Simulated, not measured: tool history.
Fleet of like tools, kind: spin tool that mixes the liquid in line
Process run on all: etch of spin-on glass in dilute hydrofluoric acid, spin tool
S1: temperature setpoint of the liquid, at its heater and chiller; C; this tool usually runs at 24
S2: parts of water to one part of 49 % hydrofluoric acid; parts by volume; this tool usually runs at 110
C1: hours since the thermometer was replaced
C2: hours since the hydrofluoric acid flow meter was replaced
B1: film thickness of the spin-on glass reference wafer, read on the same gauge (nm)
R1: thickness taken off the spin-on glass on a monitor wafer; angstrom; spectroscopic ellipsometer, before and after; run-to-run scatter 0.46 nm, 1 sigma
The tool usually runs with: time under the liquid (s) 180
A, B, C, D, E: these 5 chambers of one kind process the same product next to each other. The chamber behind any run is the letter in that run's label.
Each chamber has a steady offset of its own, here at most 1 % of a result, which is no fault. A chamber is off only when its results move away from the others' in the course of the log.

Run 1A, hour 8.3: usual settings; C1 298.5; C2 718.6; B1 110.02. Result: R1 475.31 angstrom.
Run 2E, hour 17.6: usual settings; C1 350.6; C2 856.8; B1 110.01. Result: R1 474.5 angstrom.
Run 3C, hour 25.8: usual settings; C1 1025; C2 169.6; B1 109.99. Result: R1 469.45 angstrom.
Run 4B, hour 32: usual settings; C1 384.5; C2 505.9; B1 110. Result: R1 473.56 angstrom.
Run 5D, hour 39.2: usual settings but time under the liquid (s) 270; C1 236; C2 328.8; B1 110.03. Result: R1 704.17 angstrom.
Run 6B, hour 49.8: usual settings but time under the liquid (s) 270; C1 402.3; C2 523.7; B1 109.97. Result: R1 711.5 angstrom.
Run 7A, hour 60.7: usual settings but time under the liquid (s) 270; C1 350.9; C2 771; B1 109.98. Result: R1 719.74 angstrom.
Run 8C, hour 71.1: usual settings but time under the liquid (s) 270; C1 1070.3; C2 214.9; B1 109.99. Result: R1 716.63 angstrom.
Run 9D, hour 78.6: usual settings but time under the liquid (s) 270; C1 275.4; C2 368.2; B1 110.04. Result: R1 709.25 angstrom.
Run 10E, hour 88.9: usual settings; C1 421.9; C2 928.1; B1 110.04. Result: R1 478.18 angstrom.
Run 11E, hour 96.3: usual settings; C1 429.3; C2 935.5; B1 110.01. Result: R1 479.1 angstrom.
Run 12C, hour 105.3: usual settings; C1 1104.5; C2 249.1; B1 109.96. Result: R1 466.57 angstrom.
Run 13A, hour 112.4: usual settings; C1 402.6; C2 822.7; B1 110.02. Result: R1 472.48 angstrom.
Run 14B, hour 122.5: usual settings but S1 28 C; C1 475; C2 596.4; B1 109.98. Result: R1 558.01 angstrom.
Run 15D, hour 133.7: usual settings but S1 28 C; C1 330.5; C2 423.3; B1 109.97. Result: R1 549.09 angstrom.
Run 16A, hour 143.6: usual settings but S1 28 C; C1 433.8; C2 853.9; B1 109.96. Result: R1 554.23 angstrom.
Run 17B, hour 150.5: usual settings but S1 28 C; C1 503; C2 624.4; B1 110.03. Result: R1 543.86 angstrom.
Run 18D, hour 157.9: usual settings but S1 28 C; C1 354.7; C2 447.5; B1 110.01. Result: R1 547 angstrom.
Run 19E, hour 168.3: usual settings; C1 501.3; C2 1007.5; B1 110.01. Result: R1 495.54 angstrom.
Run 20C, hour 175.5: usual settings; C1 1174.7; C2 319.3; B1 109.99. Result: R1 483.87 angstrom.
Run 21B, hour 182.7: usual settings; C1 535.2; C2 656.6; B1 110. Result: R1 469.69 angstrom.
Run 22E, hour 189.9: usual settings; C1 522.9; C2 1029.1; B1 109.99. Result: R1 493.97 angstrom.
Run 23C, hour 197.5: usual settings but S2 140 parts by volume, time under the liquid (s) 120; C1 1196.7; C2 341.3; B1 109.99. Result: R1 245.05 angstrom.
Run 24A, hour 204.1: usual settings but S2 140 parts by volume, time under the liquid (s) 120; C1 494.3; C2 914.4; B1 109.98. Result: R1 239.25 angstrom.
Run 25D, hour 209.9: usual settings but S2 140 parts by volume, time under the liquid (s) 120; C1 406.7; C2 499.5; B1 110. Result: R1 239.07 angstrom.
Run 26B, hour 215.5: usual settings but S2 140 parts by volume, time under the liquid (s) 120; C1 568; C2 689.4; B1 110.02. Result: R1 240.38 angstrom.
Run 27A, hour 221.5: usual settings but S2 140 parts by volume, time under the liquid (s) 120; C1 511.7; C2 931.8; B1 110.02. Result: R1 241.23 angstrom.
Run 28C, hour 230.9: usual settings but S1 28 C; C1 1230.1; C2 374.7; B1 110. Result: R1 560.29 angstrom.
Run 29D, hour 236.3: usual settings but S1 28 C; C1 433.1; C2 525.9; B1 109.98. Result: R1 555.82 angstrom.
Run 30E, hour 244.4: usual settings but S1 28 C; C1 577.4; C2 1083.6; B1 110. Result: R1 591.96 angstrom.
Run 31C, hour 255.5: usual settings but S1 28 C; C1 1254.7; C2 399.3; B1 109.97. Result: R1 549.01 angstrom.
Run 32A, hour 261.9: usual settings but S1 28 C; C1 552.1; C2 972.2; B1 109.99. Result: R1 559.35 angstrom.
Run 33B, hour 272.4: usual settings; C1 624.9; C2 746.3; B1 110.01. Result: R1 468.4 angstrom.
Run 34E, hour 281.7: usual settings; C1 614.7; C2 1120.9; B1 110.01. Result: R1 516.8 angstrom.
Run 35D, hour 287.9: usual settings; C1 484.7; C2 577.5; B1 110.01. Result: R1 478.04 angstrom.
Run 36D, hour 297.5: usual settings; C1 494.3; C2 587.1; B1 109.99. Result: R1 478.49 angstrom.
At hour 299.8: chamber E: thermometer replaced.
Run 37A, hour 307.6: usual settings; C1 597.8; C2 1017.9; B1 109.97. Result: R1 477.05 angstrom.
Run 38C, hour 318.5: usual settings; C1 1317.7; C2 462.3; B1 109.99. Result: R1 488.2 angstrom.
Run 39B, hour 327.1: usual settings; C1 679.6; C2 801; B1 110. Result: R1 475.04 angstrom.
Run 40E, hour 332.1: usual settings; C1 32.3; C2 1171.3; B1 109.99. Result: R1 527.5 angstrom.
Run 41B, hour 341.3: usual settings; C1 693.8; C2 815.2; B1 109.97. Result: R1 471.77 angstrom.

Does one chamber stand apart from the rest, does the shared gauge drift, or is all well apart from small per-chamber offsets? Give the chamber and the most likely cause, where there is one.

It is chamber E that slowly wanders off from its peers.
What lies behind it: hydrofluoric acid flow above the setpoint (%) = 8.88.

Here are 4 candidates for chamber E's next run, each the usual settings with a change, their results left as question marks. Which one brings its results back in line with what the others give on the usual settings?
A result is in line if it is within this distance of the other chambers' mean on the usual settings: R1 16 angstrom
Run 42E-1, hour 349.3: usual settings but S2 115 parts by volume, time under the liquid (s) 170. Result: R1 ?.
Run 42E-2, hour 349.3: usual settings but S1 29 C. Result: R1 ?.
Run 42E-3, hour 349.3: usual settings but time under the liquid (s) 150. Result: R1 ?.
Run 42E-4, hour 349.3: usual settings but S1 26.5 C. Result: R1 ?.

The mean the other chambers reach with the usual settings: R1 475.15 angstrom
  run      R1
42E-1  470.47
42E-2  633.98
42E-3  436.38
42E-4  576.81
42E-1 puts the chamber back in line with the other chambers.

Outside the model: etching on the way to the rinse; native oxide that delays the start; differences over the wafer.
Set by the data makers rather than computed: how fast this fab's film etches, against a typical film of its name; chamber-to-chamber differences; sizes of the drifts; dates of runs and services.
